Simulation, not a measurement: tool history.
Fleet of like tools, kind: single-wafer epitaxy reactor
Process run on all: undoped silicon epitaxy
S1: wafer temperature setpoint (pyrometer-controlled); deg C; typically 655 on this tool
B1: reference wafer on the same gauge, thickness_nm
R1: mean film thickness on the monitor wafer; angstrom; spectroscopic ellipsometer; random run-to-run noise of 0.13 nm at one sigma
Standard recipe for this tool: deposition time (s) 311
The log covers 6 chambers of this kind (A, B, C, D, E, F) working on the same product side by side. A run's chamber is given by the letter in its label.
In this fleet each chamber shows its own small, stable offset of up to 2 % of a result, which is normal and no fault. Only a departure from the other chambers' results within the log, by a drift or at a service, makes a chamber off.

Run 1F, hour 2.8: usual settings; B1 50.905. Result: R1 592.23 angstrom.
Run 2B, hour 5.6: usual settings; B1 50.874. Result: R1 572.6 angstrom.
Run 3E, hour 9: usual settings; B1 50.882. Result: R1 583.75 angstrom.
Run 4A, hour 12.8: usual settings; B1 50.877. Result: R1 585.06 angstrom.
Run 5D, hour 16.4: usual settings; B1 50.893. Result: R1 581.21 angstrom.
Run 6C, hour 21.2: usual settings; B1 50.892. Result: R1 580.97 angstrom.
Run 7C, hour 24.3: usual settings; B1 50.896. Result: R1 579.02 angstrom.
Run 8F, hour 28.7: usual settings but S1 666 deg C, deposition time (s) 355; B1 50.883. Result: R1 851.3 angstrom.
Run 9A, hour 32.2: usual settings but S1 666 deg C, deposition time (s) 355; B1 50.892. Result: R1 845.92 angstrom.
Run 10B, hour 36.6: usual settings but S1 666 deg C, deposition time (s) 355; B1 50.899. Result: R1 832.71 angstrom.
Run 11D, hour 39: usual settings but S1 666 deg C, deposition time (s) 355; B1 50.948. Result: R1 842.58 angstrom.
Run 12E, hour 43.6: usual settings but S1 666 deg C, deposition time (s) 355; B1 50.905. Result: R1 840.26 angstrom.
Run 13C, hour 46: usual settings but S1 666 deg C, deposition time (s) 355; B1 50.909. Result: R1 832.38 angstrom.
Run 14E, hour 48.6: usual settings; B1 50.897. Result: R1 583.56 angstrom.
Run 15D, hour 52.1: usual settings; B1 50.889. Result: R1 578.86 angstrom.
Run 16F, hour 56.2: usual settings; B1 50.891. Result: R1 592.55 angstrom.
At hour 58: chamber D: pyrometer calibrated.
Run 17A, hour 58.5: usual settings; B1 50.88. Result: R1 589.27 angstrom.
Run 18B, hour 62.3: usual settings; B1 50.884. Result: R1 575.25 angstrom.
Run 19A, hour 65.4: usual settings; B1 50.898. Result: R1 587.15 angstrom.
Run 20D, hour 69.8: usual settings; B1 50.92. Result: R1 591 angstrom.
Run 21E, hour 74.7: usual settings; B1 50.887. Result: R1 584.29 angstrom.
Run 22F, hour 77.6: usual settings but S1 667 deg C, deposition time (s) 276; B1 50.891. Result: R1 679.31 angstrom.
At hour 78.9: chamber C: pyrometer calibrated.
Run 23B, hour 81.2: usual settings but S1 667 deg C, deposition time (s) 276; B1 50.9. Result: R1 656.95 angstrom.
Run 24C, hour 85.9: usual settings but S1 667 deg C, deposition time (s) 276; B1 50.936. Result: R1 662.65 angstrom.
Run 25E, hour 90.3: usual settings but S1 667 deg C, deposition time (s) 276; B1 50.912. Result: R1 665.82 angstrom.
Run 26A, hour 93.7: usual settings but S1 667 deg C, deposition time (s) 276; B1 50.919. Result: R1 667.83 angstrom.
Run 27D, hour 96.1: usual settings but S1 667 deg C, deposition time (s) 276; B1 50.897. Result: R1 680.95 angstrom.
Run 28B, hour 99.7: usual settings; B1 50.911. Result: R1 571.86 angstrom.
Run 29F, hour 103.7: usual settings but S1 667 deg C, deposition time (s) 278; B1 50.892. Result: R1 685.23 angstrom.
Run 30C, hour 107.5: usual settings but S1 667 deg C, deposition time (s) 278; B1 50.912. Result: R1 667.89 angstrom.
Run 31E, hour 112.7: usual settings but S1 667 deg C, deposition time (s) 278; B1 50.903. Result: R1 671.83 angstrom.
Run 32F, hour 116.6: usual settings but S1 667 deg C, deposition time (s) 278; B1 50.9. Result: R1 680.85 angstrom.
Run 33D, hour 120.3: usual settings but S1 667 deg C, deposition time (s) 278; B1 50.896. Result: R1 684.69 angstrom.
Run 34B, hour 124.6: usual settings but S1 667 deg C, deposition time (s) 278; B1 50.938. Result: R1 662.08 angstrom.
Run 35C, hour 128.1: usual settings; B1 50.882. Result: R1 578.85 angstrom.
Run 36A, hour 133.2: usual settings; B1 50.915. Result: R1 585.34 angstrom.
Run 37D, hour 136: usual settings; B1 50.892. Result: R1 592.25 angstrom.
Run 38A, hour 140.9: usual settings; B1 50.912. Result: R1 585.52 angstrom.
Run 39C, hour 144.9: usual settings; B1 50.874. Result: R1 579.3 angstrom.

Next, all 6 chambers run the settings below, one line each with question marks for the results. What does each chamber give?
Run 40A, hour 148.7: usual settings but S1 667 deg C. Result: R1 ?.
Run 40B, hour 148.7: usual settings but S1 667 deg C. Result: R1 ?.
Run 40C, hour 148.7: usual settings but S1 667 deg C. Result: R1 ?.
Run 40D, hour 148.7: usual settings but S1 667 deg C. Result: R1 ?.
Run 40E, hour 148.7: usual settings but S1 667 deg C. Result: R1 ?.
Run 40F, hour 148.7: usual settings but S1 667 deg C. Result: R1 ?.

run      R1
40A  753.91
40B  741.39
40C  747.08
40D  766.47
40E  748.42
40F   764.8
